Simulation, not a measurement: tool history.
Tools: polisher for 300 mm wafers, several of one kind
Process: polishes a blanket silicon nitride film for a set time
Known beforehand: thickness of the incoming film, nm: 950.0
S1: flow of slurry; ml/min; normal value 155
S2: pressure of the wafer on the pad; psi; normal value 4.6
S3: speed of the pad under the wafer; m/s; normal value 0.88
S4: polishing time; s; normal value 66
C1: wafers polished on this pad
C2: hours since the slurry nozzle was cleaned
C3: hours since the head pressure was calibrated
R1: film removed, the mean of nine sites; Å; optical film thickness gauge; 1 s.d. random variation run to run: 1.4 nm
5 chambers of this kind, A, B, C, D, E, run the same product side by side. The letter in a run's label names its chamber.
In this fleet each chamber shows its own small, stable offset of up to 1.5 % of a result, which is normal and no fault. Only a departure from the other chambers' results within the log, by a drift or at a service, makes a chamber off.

run,hour,S1,S2,S3,S4,C1,C2,C3,R1
1C,5,155,4.6,0.88,66,725,39.9,287.5,1403.7
2A,12.5,155,4.6,0.88,66,565,119.5,1264.1,1435.1
# hour 14.1: chamber D: worn pad replaced by a new one
# hour 16.7: chamber A: worn pad replaced by a new one
3D,17.6,155,4.6,0.88,66,49,250.4,130.6,1394.8
# hour 19.1: chamber C: worn pad replaced by a new one
4B,23.5,155,4.6,0.88,66,388,78.8,646,1433.7
5E,31.2,155,3.9,0.78,66,910,249.1,873.2,1095.3
6D,40.2,155,3.9,0.78,66,365,273,153.2,1085
7A,45.4,155,3.9,0.78,66,401,152.4,1297,1119.3
# hour 51.9: chamber A: worn pad replaced by a new one
8C,52.4,155,3.9,0.78,66,466,87.3,334.9,1060.2
9E,58.9,155,3.9,0.78,66,1297,276.8,900.9,1093.8
# hour 60.7: chamber E: worn pad replaced by a new one
10B,64.6,155,4.6,0.88,66,962,119.9,687.1,1397.8
# hour 67.3: chamber B: worn pad replaced by a new one
11D,69,155,4.6,0.88,66,767,301.8,182,1404.1
# hour 76.1: chamber E: slurry nozzle cleaned
12A,76.8,155,4.6,0.88,66,349,183.8,1328.4,1440.7
13E,81.8,155,4.6,0.88,66,295,5.8,923.8,1403.5
# hour 81.9: chamber C: worn pad replaced by a new one
# hour 85.8: chamber A: worn pad replaced by a new one
# hour 86.3: chamber D: worn pad replaced by a new one
14C,87.3,155,4.6,0.88,66,76,122.2,369.8,1401
15B,92.4,155,4.6,0.7,82,351,147.7,714.9,1468.9
16C,96.4,155,4.6,0.7,82,203,131.3,378.9,1477.1
17D,104.1,155,4.6,0.7,82,249,336.9,217.1,1503.8
# hour 105.2: chamber B: head pressure recalibrated
18B,109.5,155,4.6,0.7,82,590,164.8,4.3,1297.8
19A,116.1,155,4.6,0.7,82,424,223.1,1367.7,1500.5
20E,120.5,155,4.6,0.88,66,836,44.5,962.5,1408.6
# hour 127.1: chamber A: worn pad replaced by a new one
21E,128.3,155,4.6,0.88,66,945,52.3,970.3,1416.5
# hour 131: chamber B: worn pad replaced by a new one
22D,132.3,155,4.6,0.88,66,643,365.1,245.3,1435.9
23C,136.3,155,4.6,0.88,66,761,171.2,418.8,1407.2
24B,144.8,155,4.6,0.88,66,193,200.1,39.6,1255.9
# hour 147.5: chamber C: worn pad replaced by a new one
25A,150.3,155,4.6,0.88,66,324,257.3,1401.9,1435.1
26B,155,155,4.6,0.88,66,336,210.3,49.8,1258.3
# hour 155.8: chamber E: worn pad replaced by a new one
27E,159.5,210,4.6,0.88,66,52,83.5,1001.5,1481.8
28A,165.2,210,4.6,0.88,66,533,272.2,1416.8,1493.6
# hour 165.5: chamber D: worn pad replaced by a new one
29C,172.3,210,4.6,0.88,66,347,207.2,454.8,1452.2
30D,177.1,210,4.6,0.88,66,163,409.9,290.1,1515
31D,185.7,210,4.6,0.88,66,283,418.5,298.7,1470.8
32B,191.9,155,4.6,0.98,66,852,247.2,86.7,1357.6
33E,199,155,4.6,0.98,66,604,123,1041,1571.9

For the next run the whole fleet of 5 chambers uses the same settings. Give each chamber's results:
34A,205.5,155,4.6,0.88,78,,,,?
34B,205.5,155,4.6,0.88,78,,,,?
34C,205.5,155,4.6,0.88,78,,,,?
34D,205.5,155,4.6,0.88,78,,,,?
34E,205.5,155,4.6,0.88,78,,,,?

run,R1
34A,1691.1
34B,1472
34C,1672
34D,1678.9
34E,1676.7
